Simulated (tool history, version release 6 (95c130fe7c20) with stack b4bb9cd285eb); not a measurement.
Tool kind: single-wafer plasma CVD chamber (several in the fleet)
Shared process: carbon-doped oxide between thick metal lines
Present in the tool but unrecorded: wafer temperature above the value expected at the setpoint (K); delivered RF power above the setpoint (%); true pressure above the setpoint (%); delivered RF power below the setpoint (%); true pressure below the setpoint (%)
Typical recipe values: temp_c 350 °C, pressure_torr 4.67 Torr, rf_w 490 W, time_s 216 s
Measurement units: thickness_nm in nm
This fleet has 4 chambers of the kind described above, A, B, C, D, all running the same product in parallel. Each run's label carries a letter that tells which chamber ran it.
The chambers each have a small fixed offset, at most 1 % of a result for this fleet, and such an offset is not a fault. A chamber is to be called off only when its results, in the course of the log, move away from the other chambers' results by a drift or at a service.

| run | hour | temp_c | pressure_torr | rf_w | time_s | hours since the last thermocouple change | hours since the last RF generator calibration | hours since the last manometer calibration | read-back reference wafer on the same gauge, thickness_nm | thickness_nm |
|---|---|---|---|---|---|---|---|---|---|---|
| 1A | 4.1 | 350 | 4.67 | 490 | 216 | 960.2 | 1722.6 | 2247.4 | 1159.9 | 1051.7 |
| 2B | 9.4 | 350 | 4.67 | 490 | 216 | 945.9 | 26.2 | 869.5 | 1159.5 | 1062.3 |
| 3C | 17.0 | 350 | 4.67 | 490 | 216 | 885.5 | 313.4 | 1933.1 | 1159.2 | 1060.4 |
| 4D | 22.0 | 350 | 4.67 | 490 | 216 | 1927.8 | 605.4 | 399.8 | 1159.5 | 1060.5 |
| 5A | 30.1 | 350 | 4.02 | 490 | 216 | 986.2 | 1748.6 | 2273.4 | 1158.7 | 1026.9 |
| 6D | 36.4 | 350 | 4.02 | 490 | 216 | 1942.2 | 619.8 | 414.2 | 1158.8 | 1041.6 |
| 7B | 42.4 | 350 | 4.02 | 490 | 216 | 978.9 | 59.2 | 902.5 | 1158.3 | 1037.8 |
| 8C | 46.6 | 350 | 4.02 | 490 | 216 | 915.1 | 343.0 | 1962.7 | 1158.1 | 1035.1 |
| 9A | 54.2 | 350 | 4.67 | 430 | 240 | 1010.3 | 1772.7 | 2297.5 | 1158.0 | 1070.3 |
| 10C | 59.2 | 350 | 4.67 | 430 | 240 | 927.7 | 355.6 | 1975.3 | 1157.9 | 1076.6 |
| 11D | 65.5 | 350 | 4.67 | 430 | 240 | 1971.3 | 648.9 | 443.3 | 1157.3 | 1074.4 |
| 12B | 70.6 | 350 | 4.67 | 430 | 240 | 1007.1 | 87.4 | 930.7 | 1157.2 | 1082.2 |
| 13A | 76.6 | 350 | 4.67 | 490 | 216 | 1032.7 | 1795.1 | 2319.9 | 1157.3 | 1050.7 |
| 14C | 84.7 | 350 | 4.67 | 420 | 243 | 953.2 | 381.1 | 2000.8 | 1156.9 | 1071.5 |
| 15D | 91.3 | 350 | 4.67 | 420 | 243 | 1997.1 | 674.7 | 469.1 | 1156.1 | 1072.4 |
|  | 94.2 | chamber D: thermocouple changed; heater temperature recalibrated |
| 16B | 99.3 | 350 | 4.67 | 420 | 243 | 1035.8 | 116.1 | 959.4 | 1156.2 | 1073.8 |
| 17B | 106.9 | 350 | 4.67 | 420 | 243 | 1043.4 | 123.7 | 967.0 | 1155.7 | 1073.9 |
| 18C | 115.6 | 350 | 4.67 | 490 | 216 | 984.1 | 412.0 | 2031.7 | 1155.8 | 1057.6 |
| 19D | 122.2 | 350 | 4.67 | 490 | 216 | 28.1 | 705.6 | 500.0 | 1155.2 | 1057.8 |
| 20A | 129.0 | 350 | 4.67 | 490 | 216 | 1085.1 | 1847.5 | 2372.3 | 1154.6 | 1050.6 |
| 21C | 133.5 | 350 | 4.67 | 490 | 216 | 1002.0 | 429.9 | 2049.6 | 1154.8 | 1054.9 |
| 22D | 139.5 | 350 | 4.67 | 490 | 216 | 45.4 | 722.9 | 517.3 | 1154.7 | 1057.7 |
| 23A | 148.0 | 350 | 4.67 | 490 | 216 | 1104.1 | 1866.5 | 2391.3 | 1154.2 | 1047.0 |
|  | 155.6 | chamber B: capacitance manometer re-zeroed and calibrated |
| 24B | 155.8 | 350 | 5.64 | 490 | 216 | 1092.3 | 172.6 | 0.3 | 1153.6 | 1084.7 |

Is one chamber off against the others, does the gauge drift, or is nothing wrong? If a chamber is off, say which, and what the likeliest cause is.

No chamber is off; the gauge reading every chamber's wafers drifts, which makes the whole fleet appear to move together.
Most likely cause: gauge reads low (%) = 0.535.

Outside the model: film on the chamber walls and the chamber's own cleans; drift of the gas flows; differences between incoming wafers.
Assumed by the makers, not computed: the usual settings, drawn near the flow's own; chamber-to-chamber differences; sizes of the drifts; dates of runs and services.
